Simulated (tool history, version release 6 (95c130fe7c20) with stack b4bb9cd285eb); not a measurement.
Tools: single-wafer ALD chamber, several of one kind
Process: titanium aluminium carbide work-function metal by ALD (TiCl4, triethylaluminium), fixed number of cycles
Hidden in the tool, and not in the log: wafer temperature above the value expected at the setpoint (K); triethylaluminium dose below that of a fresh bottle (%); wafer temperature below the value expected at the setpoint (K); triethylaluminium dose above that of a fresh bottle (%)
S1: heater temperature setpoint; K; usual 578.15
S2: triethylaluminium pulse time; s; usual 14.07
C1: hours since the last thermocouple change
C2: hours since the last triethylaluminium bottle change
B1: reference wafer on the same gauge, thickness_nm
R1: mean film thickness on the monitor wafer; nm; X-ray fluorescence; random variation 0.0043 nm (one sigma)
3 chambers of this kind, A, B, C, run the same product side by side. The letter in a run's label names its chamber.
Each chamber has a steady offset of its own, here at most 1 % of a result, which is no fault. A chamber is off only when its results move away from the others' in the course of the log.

run	day	S1	S2	C1	C2	B1	R1
1C	0.408	578.15	14.07	2503.1	838.1	2.1391	2.0703
2B	0.808	578.15	14.07	572.7	302.0	2.1397	2.1038
3A	1.121	578.15	14.07	262.0	334.6	2.1399	2.0833
4B	1.325	578.15	14.07	585.1	314.4	2.1387	2.1111
5A	1.588	578.15	14.07	273.2	345.8	2.1401	2.0876
6C	1.888	578.15	14.07	2538.6	873.6	2.1401	2.0793
7C	2.092	578.15	14.07	2543.5	878.5	2.1393	2.0798
8B	2.479	578.15	14.07	612.8	342.1	2.1399	2.1148
9A	2.867	578.15	14.07	303.9	376.5	2.1401	2.0919
10A	3.117	578.15	14.07	309.9	382.5	2.1409	2.0870
11B	3.388	578.15	14.07	634.6	363.9	2.1405	2.1077
12C	3.675	578.15	14.07	2581.5	916.5	2.1394	2.0793
13C	3.938	578.15	14.07	2587.8	922.8	2.1399	2.0778
14B	4.138	578.15	14.07	652.6	381.9	2.1401	2.1051
15A	4.433	578.15	14.07	341.5	414.1	2.1404	2.0903
16A	4.775	578.15	14.07	349.7	422.3	2.1396	2.0845
17C	5.112	578.15	14.07	2616.0	951.0	2.1397	2.0842
18B	5.412	578.15	14.07	683.2	412.5	2.1390	2.1067
19B	5.650	578.15	14.07	688.9	418.2	2.1401	2.1100
20C	5.967	578.15	14.07	2636.5	971.5	2.1407	2.0761
21A	6.262	578.15	14.07	385.4	458.0	2.1398	2.0841
22C	6.608	578.15	14.07	2651.9	986.9	2.1395	2.0770
23B	6.996	578.15	14.07	721.2	450.5	2.1403	2.1064
24A	7.354	578.15	14.07	411.6	484.2	2.1403	2.0840
25B	7.708	578.15	14.07	738.3	467.6	2.1410	2.1083
26A	8.117	578.15	14.07	429.9	502.5	2.1388	2.0886
27C	8.379	578.15	14.07	2694.4	1029.4	2.1408	2.0817
28A	8.800	578.15	14.07	446.3	518.9	2.1400	2.0768
29C	9.083	578.15	11.34	2711.3	1046.3	2.1393	2.0565
30B	9.333	578.15	11.34	777.3	506.6	2.1400	2.0781
31C	9.688	578.15	11.34	2725.8	1060.8	2.1409	2.0482
32B	9.967	578.15	14.07	792.5	521.8	2.1395	2.1160
33A	10.242	592.15	16.33	480.9	553.5	2.1401	2.2067
34C	10.496	592.15	16.33	2745.2	1080.2	2.1394	2.2063
35A	10.783	592.15	16.33	493.9	566.5	2.1399	2.1997
# day 10.788: chamber C: triethylaluminium bottle replaced
36B	11.192	578.15	14.07	821.9	551.2	2.1407	2.1155
37B	11.450	578.15	16.65	828.1	557.4	2.1398	2.1232
38A	11.875	578.15	16.65	520.1	592.7	2.1399	2.0802
39C	12.117	578.15	16.65	2784.1	32.0	2.1402	2.0904
40A	12.358	578.15	14.07	531.7	604.3	2.1392	2.0541
41C	12.638	578.15	14.07	2796.6	44.5	2.1397	2.0776
42B	12.962	578.15	14.07	864.4	593.7	2.1402	2.1164

What goes on in this fleet: one chamber off, a drifting gauge, or nothing beyond the chambers' own small offsets? Name the chamber and the cause, if any.

Chamber A drifts away from the others.
Cause: triethylaluminium dose below that of a fresh bottle (%) = 28.2.
The log may not tell that from: wafer temperature below the value expected at the setpoint (K).

Here are 4 candidates for chamber A's next run, each the usual settings with a change, their results left as question marks. Which one brings its results back in line with what the others give on the usual settings?
In line means no further than this from the other chambers' mean on the usual settings: R1 0.0170 nm
43A-1	13.271	574.15	13.02				?
43A-2	13.271	578.15	12.76				?
43A-3	13.271	584.15	14.07				?
43A-4	13.271	580.15	14.51				?

The other chambers' mean on the usual settings: R1 2.0922 nm
run	R1
43A-1	1.9894
43A-2	2.0179
43A-3	2.0939
43A-4	2.0661
43A-3 brings the chamber back in line.
